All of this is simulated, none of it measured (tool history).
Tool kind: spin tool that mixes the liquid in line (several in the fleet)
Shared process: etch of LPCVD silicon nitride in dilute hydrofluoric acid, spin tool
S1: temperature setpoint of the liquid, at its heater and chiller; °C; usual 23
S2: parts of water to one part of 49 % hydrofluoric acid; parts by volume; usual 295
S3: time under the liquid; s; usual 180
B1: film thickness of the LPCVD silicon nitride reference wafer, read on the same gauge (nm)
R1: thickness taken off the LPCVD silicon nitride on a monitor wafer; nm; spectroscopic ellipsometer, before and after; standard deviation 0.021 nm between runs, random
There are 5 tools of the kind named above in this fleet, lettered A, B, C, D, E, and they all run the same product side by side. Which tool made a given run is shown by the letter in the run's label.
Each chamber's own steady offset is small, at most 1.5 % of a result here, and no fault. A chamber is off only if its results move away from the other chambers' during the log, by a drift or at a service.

run   hour  S1   S2   S3      B1       R1
 1C   12.4  23  295  180  140.04  0.25478
 2D   19.6  23  295  180  140.00  0.27751
 3E   31.7  23  295  180  140.03  0.24664
 4A   38.2  23  295  180  140.03  0.26916
 5B   46.9  23  295  180  139.99  0.29108
 6D   55.3  23  295  180  140.00  0.26012
 7B   65.5  23  295  180  139.98  0.25566
 8E   72.3  23  295  180  140.00  0.23197
 9A   84.8  27  295  180  139.99  0.38477
10C   91.7  27  295  180  140.00  0.34269
11C   98.4  27  295  180  140.00  0.32685
12E  112.1  27  295  180  140.01  0.34150
13D  119.0  27  295  180  140.00  0.27464
14A  127.4  23  295  215  139.97  0.32967
15B  134.9  23  295  215  140.01  0.30523
16C  147.2  23  295  215  140.01  0.26215
17D  158.1  23  295  215  139.99  0.28982
18B  170.5  23  295  215  139.97  0.32253
19E  177.8  23  295  180  140.02  0.25341
20A  188.2  23  295  235  139.99  0.30768
21E  197.9  23  295  235  139.99  0.31866
22B  206.2  23  295  235  139.97  0.30574
23A  216.5  23  295  235  140.01  0.39386
24D  223.8  23  295  235  139.97  0.33437
25C  238.1  23  295  180  139.99  0.26032
26A  245.6  23  295  180  140.01  0.24956
27D  256.4  23  295  180  139.97  0.27514
28B  264.5  23  295  180  140.02  0.29675
29E  271.3  23  295  180  140.02  0.29499
     281.9  -- chamber C: hydrofluoric acid flow meter replaced
30C  283.8  23  295  180  140.01  0.25250
31D  291.0  23  295  180  139.99  0.27802
32E  301.6  23  295  180  140.00  0.27876
33B  314.7  23  295  180  140.01  0.26838
34A  328.4  23  295  180  139.99  0.27920
35C  341.2  23  295  180  140.01  0.25847

Which is it: a chamber that has drifted or been left off by a service, a gauge drift common to all chambers, or only each chamber's usual small offset? If a chamber is off, name it and its likeliest cause.

Beyond each chamber's small constant offset nothing stands out, and the gauge stays steady.
